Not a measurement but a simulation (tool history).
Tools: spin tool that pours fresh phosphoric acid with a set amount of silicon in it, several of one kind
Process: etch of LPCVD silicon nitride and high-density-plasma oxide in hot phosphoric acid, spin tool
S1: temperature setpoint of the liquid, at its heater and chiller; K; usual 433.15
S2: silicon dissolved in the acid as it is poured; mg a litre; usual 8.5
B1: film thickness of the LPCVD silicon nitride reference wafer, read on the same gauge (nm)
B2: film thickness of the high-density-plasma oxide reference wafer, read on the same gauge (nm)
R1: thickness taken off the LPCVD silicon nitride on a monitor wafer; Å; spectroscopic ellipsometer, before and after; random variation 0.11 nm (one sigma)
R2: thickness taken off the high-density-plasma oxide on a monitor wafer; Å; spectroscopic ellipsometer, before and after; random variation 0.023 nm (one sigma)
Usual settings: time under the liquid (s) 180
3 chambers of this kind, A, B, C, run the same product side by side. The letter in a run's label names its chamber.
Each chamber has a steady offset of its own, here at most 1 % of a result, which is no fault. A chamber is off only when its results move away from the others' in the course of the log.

Run 1B, hour 5.2: usual settings; B1 49.971; B2 49.971. Result: R1 162.82 Å, R2 4.2736 Å.
Run 2A, hour 9: usual settings; B1 49.986; B2 50. Result: R1 161.03 Å, R2 4.2734 Å.
Run 3C, hour 15.5: usual settings; B1 50.024; B2 49.999. Result: R1 161.84 Å, R2 4.1863 Å.
Run 4B, hour 18.6: usual settings; B1 49.969; B2 50.018. Result: R1 162.47 Å, R2 4.3606 Å.
Run 5C, hour 24.4: usual settings but time under the liquid (s) 220; B1 50.003; B2 50.01. Result: R1 196.35 Å, R2 5.2503 Å.
Run 6A, hour 27.8: usual settings but time under the liquid (s) 220; B1 50; B2 50.011. Result: R1 198.07 Å, R2 5.4376 Å.
Run 7B, hour 33.1: usual settings but time under the liquid (s) 220; B1 50.039; B2 50.005. Result: R1 201.78 Å, R2 5.4322 Å.
Run 8A, hour 36.2: usual settings; B1 49.996; B2 50.014. Result: R1 164.02 Å, R2 4.3226 Å.
Run 9C, hour 41.4: usual settings but S1 430.15 K, time under the liquid (s) 255; B1 50.029; B2 50.021. Result: R1 208.94 Å, R2 5.2396 Å.
Run 10C, hour 46.2: usual settings but S1 430.15 K, time under the liquid (s) 255; B1 50.01; B2 50.024. Result: R1 209.26 Å, R2 5.0529 Å.
Run 11A, hour 50.4: usual settings but S1 430.15 K, time under the liquid (s) 255; B1 49.982; B2 49.997. Result: R1 207.31 Å, R2 4.9377 Å.
Run 12B, hour 55.2: usual settings; B1 49.996; B2 49.989. Result: R1 162.76 Å, R2 4.4559 Å.
Run 13B, hour 60.4: usual settings; B1 49.983; B2 49.997. Result: R1 162.68 Å, R2 4.2548 Å.
At hour 64: chamber B: dissolved silicon flow meter replaced.
Run 14A, hour 66.6: usual settings; B1 49.999; B2 49.983. Result: R1 159.72 Å, R2 4.5709 Å.
Run 15C, hour 70.6: usual settings but S2 3 mg a litre; B1 50.025; B2 50.003. Result: R1 161.7 Å, R2 4.8975 Å.
Run 16C, hour 75.5: usual settings but S2 3 mg a litre; B1 49.999; B2 50.021. Result: R1 162.08 Å, R2 5.2343 Å.
Run 17A, hour 80.2: usual settings but S2 3 mg a litre; B1 49.974; B2 49.99. Result: R1 160.42 Å, R2 4.5793 Å.
At hour 83.1: chamber C: dissolved silicon flow meter replaced.
Run 18B, hour 84.7: usual settings; B1 50.02; B2 49.992. Result: R1 160.55 Å, R2 4.5684 Å.
Run 19A, hour 90.1: usual settings; B1 50.03; B2 49.979. Result: R1 162.88 Å, R2 4.1311 Å.
Run 20C, hour 95.6: usual settings; B1 50.007; B2 49.958. Result: R1 165.97 Å, R2 4.9896 Å.
Run 21B, hour 101.3: usual settings; B1 50.009; B2 50.001. Result: R1 162.77 Å, R2 4.0058 Å.
Run 22C, hour 106.9: usual settings; B1 50.002; B2 49.995. Result: R1 166.34 Å, R2 4.6859 Å.
Run 23A, hour 112.2: usual settings; B1 49.97; B2 49.979. Result: R1 163.73 Å, R2 4.8067 Å.
Run 24B, hour 116.2: usual settings; B1 49.981; B2 50.004. Result: R1 160.82 Å, R2 4.4993 Å.
Run 25A, hour 121: usual settings but S2 4.5 mg a litre; B1 49.959; B2 50.022. Result: R1 162.13 Å, R2 4.8361 Å.
At hour 122.5: chamber B: heated supply line repaired.
Run 26C, hour 124.2: usual settings but S2 4.5 mg a litre; B1 49.986; B2 49.978. Result: R1 168.1 Å, R2 5.3217 Å.
Run 27B, hour 129.7: usual settings but S2 4.5 mg a litre; B1 49.999; B2 50.003. Result: R1 163.35 Å, R2 4.8118 Å.
Run 28B, hour 135.6: usual settings; B1 50.003; B2 49.99. Result: R1 161.34 Å, R2 4.2742 Å.
Run 29A, hour 140.7: usual settings; B1 49.989; B2 50. Result: R1 160.32 Å, R2 4.7929 Å.
Run 30C, hour 146.4: usual settings; B1 49.981; B2 50.016. Result: R1 168.6 Å, R2 4.6358 Å.
Run 31C, hour 151.9: usual settings but time under the liquid (s) 245; B1 49.984; B2 49.993. Result: R1 231.11 Å, R2 6.3573 Å.

Next, every chamber runs the same settings. What will each give?
Run 32A, hour 156.7: usual settings but time under the liquid (s) 145. Result: R1 ?, R2 ?.
Run 32B, hour 156.7: usual settings but time under the liquid (s) 145. Result: R1 ?, R2 ?.
Run 32C, hour 156.7: usual settings but time under the liquid (s) 145. Result: R1 ?, R2 ?.

run      R1      R2
32A  129.72  3.6248
32B  131.47  3.8482
32C  137.23  4.0742
